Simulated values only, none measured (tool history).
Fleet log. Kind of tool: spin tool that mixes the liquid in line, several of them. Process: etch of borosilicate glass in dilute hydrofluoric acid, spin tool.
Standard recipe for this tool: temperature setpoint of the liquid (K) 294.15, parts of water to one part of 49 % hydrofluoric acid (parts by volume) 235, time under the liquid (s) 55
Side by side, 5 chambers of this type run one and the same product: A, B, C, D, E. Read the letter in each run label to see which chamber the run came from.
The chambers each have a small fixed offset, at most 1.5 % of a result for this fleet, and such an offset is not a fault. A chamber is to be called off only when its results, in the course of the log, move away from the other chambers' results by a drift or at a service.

| run | hour | temperature setpoint of the liquid (K) | parts of water to one part of 49 % hydrofluoric acid (parts by volume) | time under the liquid (s) | hours since the thermometer was replaced | hours since the hydrofluoric acid flow meter was replaced | read-back film thickness of the borosilicate glass reference wafer, read on the same gauge (nm) | thickness taken off the borosilicate glass on a monitor wafer (Å) |
|---|---|---|---|---|---|---|---|---|
| 1C | 8.4 | 294.15 | 235 | 55 | 104.8 | 582.6 | 90.001 | 46.31 |
| 2E | 16.5 | 294.15 | 235 | 55 | 269.8 | 238.5 | 89.993 | 45.772 |
| 3D | 21.5 | 294.15 | 235 | 55 | 2785.7 | 1186.5 | 89.986 | 45.635 |
| 4B | 26.3 | 294.15 | 235 | 55 | 1505.5 | 441.3 | 89.982 | 45.837 |
| 5A | 30.4 | 294.15 | 235 | 55 | 987.8 | 1204.1 | 90.013 | 44.813 |
| 6E | 35 | 292.15 | 235 | 90 | 288.3 | 257 | 89.998 | 69.571 |
| 7A | 41.4 | 292.15 | 235 | 90 | 998.8 | 1215.1 | 89.987 | 69.353 |
| 8B | 45.5 | 292.15 | 235 | 90 | 1524.7 | 460.5 | 90.005 | 70.72 |
|  | 51.1 | chamber D: thermometer replaced |
| 9D | 52.4 | 292.15 | 235 | 90 | 1.4 | 1217.4 | 89.992 | 67.836 |
| 10C | 59.7 | 292.15 | 235 | 90 | 156.1 | 633.9 | 90.002 | 70.149 |
| 11B | 66.4 | 294.15 | 235 | 55 | 1545.6 | 481.4 | 89.999 | 45.469 |
| 12A | 75.3 | 294.15 | 235 | 55 | 1032.7 | 1249 | 90.006 | 45.399 |
| 13E | 80.7 | 294.15 | 235 | 55 | 334 | 302.7 | 90.002 | 46.01 |
| 14D | 88.1 | 294.15 | 235 | 55 | 37.1 | 1253.1 | 89.991 | 45.435 |
| 15C | 95.7 | 290.15 | 235 | 35 | 192.1 | 669.9 | 90.017 | 25.057 |
| 16C | 102.9 | 290.15 | 235 | 35 | 199.3 | 677.1 | 90.023 | 25.446 |
| 17E | 111.8 | 290.15 | 235 | 35 | 365.1 | 333.8 | 90.009 | 25.015 |
| 18D | 118.9 | 290.15 | 235 | 35 | 67.9 | 1283.9 | 89.997 | 24.649 |
| 19A | 124.7 | 290.15 | 235 | 35 | 1082.1 | 1298.4 | 90.011 | 24.618 |
| 20B | 128.6 | 291.15 | 235 | 55 | 1607.8 | 543.6 | 90.015 | 41.488 |
| 21D | 135.3 | 291.15 | 235 | 55 | 84.3 | 1300.3 | 90.016 | 40.361 |
| 22A | 141.3 | 291.15 | 235 | 55 | 1098.7 | 1315 | 90.009 | 40.17 |
| 23B | 147.8 | 291.15 | 235 | 55 | 1627 | 562.8 | 89.989 | 40.926 |
| 24C | 156.5 | 291.15 | 235 | 55 | 252.9 | 730.7 | 90.004 | 40.895 |
| 25E | 164.3 | 294.15 | 235 | 55 | 417.6 | 386.3 | 90.006 | 46.913 |
| 26B | 172.4 | 294.15 | 235 | 55 | 1651.6 | 587.4 | 89.993 | 46.166 |
| 27D | 178 | 294.15 | 235 | 55 | 127 | 1343 | 89.996 | 45.352 |
| 28C | 185.8 | 294.15 | 235 | 55 | 282.2 | 760 | 90.014 | 46.835 |
| 29E | 194.9 | 294.15 | 235 | 55 | 448.2 | 416.9 | 90.001 | 47.042 |
| 30A | 199.8 | 294.15 | 235 | 55 | 1157.2 | 1373.5 | 90.022 | 45.948 |
| 31C | 205 | 296.65 | 235 | 90 | 301.4 | 779.2 | 90.006 | 82.29 |
| 32B | 209 | 296.65 | 235 | 90 | 1688.2 | 624 | 90.003 | 82.271 |
| 33A | 215.6 | 296.65 | 235 | 90 | 1173 | 1389.3 | 89.986 | 81.628 |

Next, all 5 chambers run the settings below, one line each with question marks for the results. What does each chamber give?
| 34A | 222.1 | 294.15 | 235 | 55 |  |  |  | ? |
| 34B | 222.1 | 294.15 | 235 | 55 |  |  |  | ? |
| 34C | 222.1 | 294.15 | 235 | 55 |  |  |  | ? |
| 34D | 222.1 | 294.15 | 235 | 55 |  |  |  | ? |
| 34E | 222.1 | 294.15 | 235 | 55 |  |  |  | ? |

| run | thickness taken off the borosilicate glass on a monitor wafer (Å) |
|---|---|
| 34A | 45.452 |
| 34B | 46.243 |
| 34C | 45.873 |
| 34D | 45.09 |
| 34E | 47.604 |
